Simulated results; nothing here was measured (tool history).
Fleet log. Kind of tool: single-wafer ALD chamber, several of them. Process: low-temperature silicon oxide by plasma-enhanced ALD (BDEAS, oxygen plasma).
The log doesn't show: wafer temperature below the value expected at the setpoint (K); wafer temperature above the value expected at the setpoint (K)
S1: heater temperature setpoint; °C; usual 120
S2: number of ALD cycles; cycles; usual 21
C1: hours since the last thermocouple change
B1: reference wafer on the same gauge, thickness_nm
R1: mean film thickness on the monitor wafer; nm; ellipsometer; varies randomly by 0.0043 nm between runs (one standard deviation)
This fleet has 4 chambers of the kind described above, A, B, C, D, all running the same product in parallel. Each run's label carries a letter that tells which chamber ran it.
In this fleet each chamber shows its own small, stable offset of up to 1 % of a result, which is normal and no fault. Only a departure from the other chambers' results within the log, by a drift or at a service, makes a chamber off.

run,hour,S1,S2,C1,B1,R1
1B,10.4,120,21,966.4,3.3591,2.8903
2A,16.5,120,21,1762,3.3582,2.8998
3D,23.1,120,21,1987.7,3.3586,2.8898
4C,29.9,120,21,211.6,3.3579,2.9153
5D,36.2,120,21,2000.8,3.3552,2.8938
6C,43.4,120,21,225.1,3.3553,2.9122
7A,53.4,120,21,1798.9,3.355,2.9006
8B,60.4,113,19,1016.4,3.3544,2.6398
9A,69.3,113,19,1814.8,3.353,2.6524
10C,75.1,113,19,256.8,3.353,2.673
11D,81.3,113,19,2045.9,3.3511,2.6512
12B,87.1,120,21,1043.1,3.3518,2.8883
13A,96.6,120,21,1842.1,3.3495,2.8965
14B,101.5,120,21,1057.5,3.3497,2.8883
15C,112.2,120,21,293.9,3.3495,2.9032
16D,119.8,120,21,2084.4,3.3479,2.8819
17B,130.5,120,19,1086.5,3.347,2.5975
18A,141.1,120,19,1886.6,3.3464,2.6211
19D,147.7,120,19,2112.3,3.3456,2.6102
20C,153.5,120,19,335.2,3.3439,2.6269
21C,161.1,120,21,342.8,3.344,2.9053
22D,168.7,120,21,2133.3,3.3451,2.8875
23A,176.7,120,21,1922.2,3.3424,2.8928
24B,183.2,120,21,1139.2,3.3429,2.8764
25B,190.3,120,21,1146.3,3.3436,2.868
26C,198.6,120,21,380.3,3.3415,2.8936
27A,206.7,120,21,1952.2,3.3385,2.8866

One chamber off, gauge drift, or nothing amiss beyond the chambers' own small offsets? If it is a chamber, which one, and what is the likeliest cause?

The shared gauge is drifting. All chambers look as if they move in step, but none is off.
Likeliest cause: gauge reads low (%) = 0.613.
